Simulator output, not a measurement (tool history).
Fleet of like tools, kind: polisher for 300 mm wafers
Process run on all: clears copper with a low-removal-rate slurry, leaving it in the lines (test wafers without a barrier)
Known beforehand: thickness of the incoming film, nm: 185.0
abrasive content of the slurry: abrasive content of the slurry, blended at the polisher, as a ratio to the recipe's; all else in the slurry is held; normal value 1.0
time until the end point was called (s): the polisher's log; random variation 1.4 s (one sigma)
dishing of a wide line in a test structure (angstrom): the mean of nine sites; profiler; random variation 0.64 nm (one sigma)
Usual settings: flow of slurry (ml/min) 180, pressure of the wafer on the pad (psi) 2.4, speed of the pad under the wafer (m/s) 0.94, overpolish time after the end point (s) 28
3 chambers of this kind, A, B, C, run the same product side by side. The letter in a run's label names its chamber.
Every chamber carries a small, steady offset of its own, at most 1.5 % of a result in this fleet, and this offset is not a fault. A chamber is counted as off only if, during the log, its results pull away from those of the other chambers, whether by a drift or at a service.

run	hour	flow of slurry (ml/min)	pressure of the wafer on the pad (psi)	speed of the pad under the wafer (m/s)	abrasive content of the slurry	overpolish time after the end point (s)	time until the end point was called (s)	dishing of a wide line in a test structure (angstrom)
1C	8.2	180	2.4	0.94	1.0	28	94.002	260.78
2B	14.1	180	2.4	0.94	1.0	28	94.974	261.12
3A	22.6	180	2.4	0.94	1.0	28	89.698	259.22
# hour 24.3: chamber C: worn pad replaced by a new one
4A	29.4	180	2.4	0.94	1.0	28	95.206	270.16
5C	34.5	180	2.4	0.94	1.0	28	93.216	265.29
6B	40.7	180	2.4	0.94	1.0	28	93.805	268.27
7B	50.1	180	2.4	0.94	1.0	28	90.154	266.29
8C	60.2	180	2.4	0.94	1.0	28	94.487	267.38
# hour 62.0: chamber B: slurry blender recalibrated
9A	67.7	180	2.4	0.94	1.0	28	93.596	277.80
10A	74.1	180	2.4	0.94	0.9	39	97.351	328.10
# hour 75.6: chamber B: worn pad replaced by a new one
11B	82.1	180	2.4	0.94	0.9	39	93.086	309.40
# hour 82.8: chamber A: head pressure recalibrated
# hour 85.3: chamber C: slurry blender recalibrated
12C	90.1	180	2.4	0.94	0.9	39	96.846	313.32
# hour 92.3: chamber A: worn pad replaced by a new one
13C	98.6	180	2.4	0.94	1.0	28	92.072	265.49
14A	108.8	180	2.4	0.94	1.0	28	102.560	262.17
15B	118.7	180	2.4	0.94	1.0	23	93.389	240.00
16A	128.4	180	2.4	0.94	1.0	23	100.370	221.26
17B	134.9	180	2.4	0.94	1.0	23	92.523	243.97
18C	142.0	180	2.4	0.94	1.0	28	94.405	268.24
19B	146.8	180	2.4	0.94	1.0	28	93.838	266.66
20C	152.9	180	2.4	0.94	1.0	28	92.877	256.46
21A	159.0	180	2.4	0.94	1.0	28	103.560	247.74
22B	163.6	180	2.4	0.94	1.0	28	90.865	274.62
23C	169.4	180	2.4	0.94	1.0	28	93.813	267.33

Next, every chamber runs the same settings. What will each give?
24A	176.7	180	2.4	0.94	1.0	28	?	?
24B	176.7	180	2.4	0.94	1.0	28	?	?
24C	176.7	180	2.4	0.94	1.0	28	?	?

run	time until the end point was called (s)	dishing of a wide line in a test structure (angstrom)
24A	101.900	257.30
24B	94.442	276.73
24C	93.890	259.09
